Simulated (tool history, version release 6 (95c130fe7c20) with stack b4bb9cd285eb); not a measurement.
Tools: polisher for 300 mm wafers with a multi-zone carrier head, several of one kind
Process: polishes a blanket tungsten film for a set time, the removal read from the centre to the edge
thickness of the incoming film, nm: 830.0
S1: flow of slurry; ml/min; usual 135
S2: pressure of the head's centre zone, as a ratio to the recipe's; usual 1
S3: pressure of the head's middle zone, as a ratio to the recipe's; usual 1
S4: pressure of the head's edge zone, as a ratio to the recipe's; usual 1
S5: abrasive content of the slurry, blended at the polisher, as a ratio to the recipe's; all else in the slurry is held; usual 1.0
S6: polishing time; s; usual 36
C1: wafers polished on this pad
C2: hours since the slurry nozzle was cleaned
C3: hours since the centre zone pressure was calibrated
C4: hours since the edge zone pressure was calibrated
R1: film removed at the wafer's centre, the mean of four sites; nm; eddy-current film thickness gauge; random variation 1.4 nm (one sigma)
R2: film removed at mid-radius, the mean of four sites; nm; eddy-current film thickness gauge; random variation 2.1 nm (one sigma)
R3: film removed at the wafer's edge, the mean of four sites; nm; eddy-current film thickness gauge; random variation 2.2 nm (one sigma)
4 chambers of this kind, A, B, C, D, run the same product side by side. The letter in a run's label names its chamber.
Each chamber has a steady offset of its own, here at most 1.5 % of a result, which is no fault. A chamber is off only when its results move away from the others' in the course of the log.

Run 1D, hour 10.1: usual settings; C1 840; C2 490.6; C3 415.6; C4 280.2. Result: R1 192.53 nm, R2 185.92 nm, R3 191.77 nm.
Run 2C, hour 17.4: usual settings; C1 857; C2 19.3; C3 944.6; C4 820.1. Result: R1 192.12 nm, R2 190.73 nm, R3 188.78 nm.
At hour 18.0: chamber A: edge zone pressure recalibrated.
At hour 19.5: chamber B: worn pad replaced by a new one.
At hour 19.9: chamber D: worn pad replaced by a new one.
Run 3A, hour 27.6: usual settings; C1 874; C2 388.4; C3 672.6; C4 9.6. Result: R1 190.57 nm, R2 188.64 nm, R3 192.71 nm.
At hour 29.8: chamber A: worn pad replaced by a new one.
Run 4B, hour 35.1: usual settings; C1 118; C2 474.9; C3 1347.5; C4 441.7. Result: R1 186.06 nm, R2 186.23 nm, R3 188.84 nm.
At hour 45.7: chamber C: worn pad replaced by a new one.
Run 5A, hour 46.6: usual settings; C1 128; C2 407.4; C3 691.6; C4 28.6. Result: R1 190.32 nm, R2 187.75 nm, R3 188.69 nm.
At hour 47.8: chamber B: centre zone pressure recalibrated.
Run 6B, hour 56.2: usual settings; C1 279; C2 496.0; C3 8.5; C4 462.8. Result: R1 186.18 nm, R2 185.97 nm, R3 189.50 nm.
Run 7C, hour 62.2: usual settings; C1 125; C2 64.1; C3 989.4; C4 864.9. Result: R1 188.40 nm, R2 188.14 nm, R3 188.24 nm.
At hour 66.9: chamber D: slurry nozzle cleaned.
Run 8D, hour 71.0: usual settings; C1 388; C2 4.1; C3 476.5; C4 341.1. Result: R1 190.80 nm, R2 187.92 nm, R3 189.18 nm.
Run 9B, hour 81.3: usual settings but S5 1.3; C1 470; C2 521.1; C3 33.6; C4 487.9. Result: R1 198.36 nm, R2 199.85 nm, R3 202.62 nm.
At hour 86.7: chamber B: worn pad replaced by a new one.
Run 10C, hour 89.4: usual settings but S5 1.3; C1 332; C2 91.3; C3 1016.6; C4 892.1. Result: R1 199.75 nm, R2 200.47 nm, R3 199.59 nm.
Run 11D, hour 96.5: usual settings but S5 1.3; C1 582; C2 29.6; C3 502.0; C4 366.6. Result: R1 205.67 nm, R2 197.57 nm, R3 205.70 nm.
Run 12A, hour 106.0: usual settings but S5 1.3; C1 580; C2 466.8; C3 751.0; C4 88.0. Result: R1 200.83 nm, R2 199.59 nm, R3 201.05 nm.
Run 13B, hour 114.1: usual settings; C1 208; C2 553.9; C3 66.4; C4 520.7. Result: R1 186.36 nm, R2 185.40 nm, R3 189.68 nm.
Run 14A, hour 120.1: usual settings; C1 687; C2 480.9; C3 765.1; C4 102.1. Result: R1 191.48 nm, R2 185.94 nm, R3 188.91 nm.
Run 15D, hour 131.6: usual settings; C1 850; C2 64.7; C3 537.1; C4 401.7. Result: R1 192.62 nm, R2 186.99 nm, R3 187.24 nm.
Run 16C, hour 136.9: usual settings; C1 693; C2 138.8; C3 1064.1; C4 939.6. Result: R1 187.49 nm, R2 192.47 nm, R3 188.84 nm.
Run 17D, hour 142.6: usual settings; C1 933; C2 75.7; C3 548.1; C4 412.7. Result: R1 192.18 nm, R2 188.39 nm, R3 196.60 nm.
At hour 144.6: chamber B: slurry nozzle cleaned.
At hour 148.6: chamber B: worn pad replaced by a new one.
Run 18C, hour 149.2: usual settings; C1 787; C2 151.1; C3 1076.4; C4 951.9. Result: R1 190.59 nm, R2 190.47 nm, R3 187.32 nm.
At hour 150.2: chamber D: worn pad replaced by a new one.
Run 19A, hour 155.2: usual settings; C1 954; C2 516.0; C3 800.2; C4 137.2. Result: R1 190.20 nm, R2 182.58 nm, R3 191.06 nm.
At hour 155.8: chamber A: worn pad replaced by a new one.
Run 20B, hour 164.4: usual settings; C1 120; C2 19.8; C3 116.7; C4 571.0. Result: R1 185.64 nm, R2 188.81 nm, R3 192.09 nm.
Run 21B, hour 175.4: usual settings; C1 204; C2 30.8; C3 127.7; C4 582.0. Result: R1 188.32 nm, R2 187.00 nm, R3 191.30 nm.
At hour 175.9: chamber C: worn pad replaced by a new one.
Run 22C, hour 180.8: usual settings; C1 37; C2 182.7; C3 1108.0; C4 983.5. Result: R1 188.12 nm, R2 187.40 nm, R3 188.87 nm.
Run 23D, hour 187.7: usual settings; C1 285; C2 120.8; C3 593.2; C4 457.8. Result: R1 192.43 nm, R2 186.44 nm, R3 191.97 nm.
Run 24A, hour 196.7: usual settings; C1 311; C2 557.5; C3 841.7; C4 178.7. Result: R1 188.90 nm, R2 189.83 nm, R3 192.21 nm.
Run 25C, hour 203.6: usual settings; C1 211; C2 205.5; C3 1130.8; C4 1006.3. Result: R1 188.91 nm, R2 188.72 nm, R3 189.40 nm.
Run 26B, hour 214.1: usual settings; C1 498; C2 69.5; C3 166.4; C4 620.7. Result: R1 189.49 nm, R2 190.30 nm, R3 187.26 nm.
Run 27D, hour 220.9: usual settings; C1 538; C2 154.0; C3 626.4; C4 491.0. Result: R1 193.05 nm, R2 187.56 nm, R3 194.52 nm.

Next, every chamber runs the same settings. What will each give?
Run 28A, hour 229.2: usual settings but S6 46 s. Result: R1 ?, R2 ?, R3 ?.
Run 28B, hour 229.2: usual settings but S6 46 s. Result: R1 ?, R2 ?, R3 ?.
Run 28C, hour 229.2: usual settings but S6 46 s. Result: R1 ?, R2 ?, R3 ?.
Run 28D, hour 229.2: usual settings but S6 46 s. Result: R1 ?, R2 ?, R3 ?.

run      R1      R2      R3
28A  243.49  242.13  236.48
28B  236.89  241.16  242.33
28C  241.09  244.24  243.49
28D  244.07  243.07  241.49

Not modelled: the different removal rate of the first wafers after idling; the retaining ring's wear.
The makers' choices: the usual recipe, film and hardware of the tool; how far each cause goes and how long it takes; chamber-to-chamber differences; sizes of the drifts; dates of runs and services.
